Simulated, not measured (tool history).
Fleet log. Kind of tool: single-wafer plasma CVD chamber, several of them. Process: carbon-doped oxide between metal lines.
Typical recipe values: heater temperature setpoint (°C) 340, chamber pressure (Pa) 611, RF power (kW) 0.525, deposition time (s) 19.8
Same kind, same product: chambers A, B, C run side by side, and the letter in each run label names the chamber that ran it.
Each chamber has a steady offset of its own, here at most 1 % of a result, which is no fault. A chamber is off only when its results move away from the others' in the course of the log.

run   hour  heater temperature setpoint (°C)  chamber pressure (Pa)  RF power (kW)  deposition time (s)  hours since the last thermocouple change  hours since the last RF generator calibration  hours since the last manometer calibration  read-back reference wafer on the same gauge, thickness_nm  mean film thickness on the monitor wafer (angstrom)
 1B   10.6                               340                    611          0.525                 19.8                                    1476.3                                           1513                                      1188.3                                                     117.06                                               1059.4
 2A   20.8                               340                    611          0.525                 19.8                                     567.8                                          162.3                                      2131.7                                                     117.03                                               1064.3
 3C     36                               340                    611          0.525                 19.8                                    2026.6                                           1656                                      2157.5                                                     117.07                                               1061.2
 4C     47                               340                    611          0.525                 19.8                                    2037.6                                           1667                                      2168.5                                                     116.97                                               1070.7
 5B   61.7                               332                    611          0.435                 19.8                                    1527.4                                         1564.1                                      1239.4                                                     116.95                                               969.75
 6A   69.5                               332                    611          0.435                 19.8                                     616.5                                            211                                      2180.4                                                     116.89                                               954.28
 7B   80.8                               332                    611          0.435                 19.8                                    1546.5                                         1583.2                                      1258.5                                                     116.97                                                965.2
 8C   91.4                               340                    611          0.525                 19.8                                      2082                                         1711.4                                      2212.9                                                      116.9                                               1058.3
 9A  106.1                               325                    512          0.525                 19.8                                     653.1                                          247.6                                        2217                                                     116.95                                               1086.9
10B  113.4                               325                    512          0.525                 19.8                                    1579.1                                         1615.8                                      1291.1                                                     116.97                                               1097.9
11C  121.4                               325                    512          0.525                 19.8                                      2112                                         1741.4                                      2242.9                                                     117.04                                               1087.6
12A  129.8                               353                    560          0.525                 19.8                                     676.8                                          271.3                                      2240.7                                                     117.01                                               1003.7
13B  142.6                               353                    560          0.525                 19.8                                    1608.3                                           1645                                      1320.3                                                     116.89                                               1014.3
       147  -- chamber B: capacitance manometer re-zeroed and calibrated
14A  154.9                               353                    560          0.525                 19.8                                     701.9                                          296.4                                      2265.8                                                     117.14                                               1011.9
15C  163.9                               340                    611          0.475                 19.8                                    2154.5                                         1783.9                                      2285.4                                                     117.01                                               996.24
16C  176.6                               340                    611          0.475                 19.8                                    2167.2                                         1796.6                                      2298.1                                                     116.88                                               997.65
17B  185.5                               340                    611          0.475                 19.8                                    1651.2                                         1687.9                                        38.6                                                     117.04                                               996.87
18A  195.5                               340                    611          0.525                 19.8                                     742.5                                            337                                      2306.4                                                     116.97                                               1053.6
19B  203.2                               340                    611          0.525                 19.8                                    1668.9                                         1705.6                                        56.3                                                     117.02                                               1062.6
20C  217.4                               340                    611          0.525                 19.8                                      2208                                         1837.4                                      2338.9                                                        117                                               1064.7
21A  225.4                               340                    611          0.525                 19.8                                     772.4                                          366.9                                      2336.3                                                     116.94                                               1059.8
     231.9  -- chamber C: capacitance manometer re-zeroed and calibrated
22C  240.2                               340                    611          0.525                 19.8                                    2230.8                                         1860.2                                         8.4                                                        117                                               1066.4
23B  251.8                               340                    611          0.525                 19.8                                    1717.5                                         1754.2                                       104.9                                                     116.93                                               1074.5
24A  259.4                               340                    611          0.525                 19.8                                     806.4                                          400.9                                      2370.3                                                      117.1                                               1058.4
25B    269                               340                    611          0.525                 19.8                                    1734.7                                         1771.4                                       122.1                                                     117.07                                               1066.2
26C    281                               340                    611          0.525                 19.8                                    2271.6                                           1901                                        49.2                                                     116.94                                               1063.6
27A  289.3                               354                    611          0.525                 19.8                                     836.3                                          430.8                                      2400.2                                                     117.22                                               1023.3
28C  299.2                               354                    611          0.525                 19.8                                    2289.8                                         1919.2                                        67.4                                                     116.86                                               1022.4
29A  312.5                               354                    611          0.525                 19.8                                     859.5                                            454                                      2423.4                                                     117.07                                               1025.3

What goes on in this fleet: one chamber off, a drifting gauge, or nothing beyond the chambers' own small offsets? Name the chamber and the cause, if any.

All chambers stay in line apart from their small fixed offsets, and the gauge does not drift.

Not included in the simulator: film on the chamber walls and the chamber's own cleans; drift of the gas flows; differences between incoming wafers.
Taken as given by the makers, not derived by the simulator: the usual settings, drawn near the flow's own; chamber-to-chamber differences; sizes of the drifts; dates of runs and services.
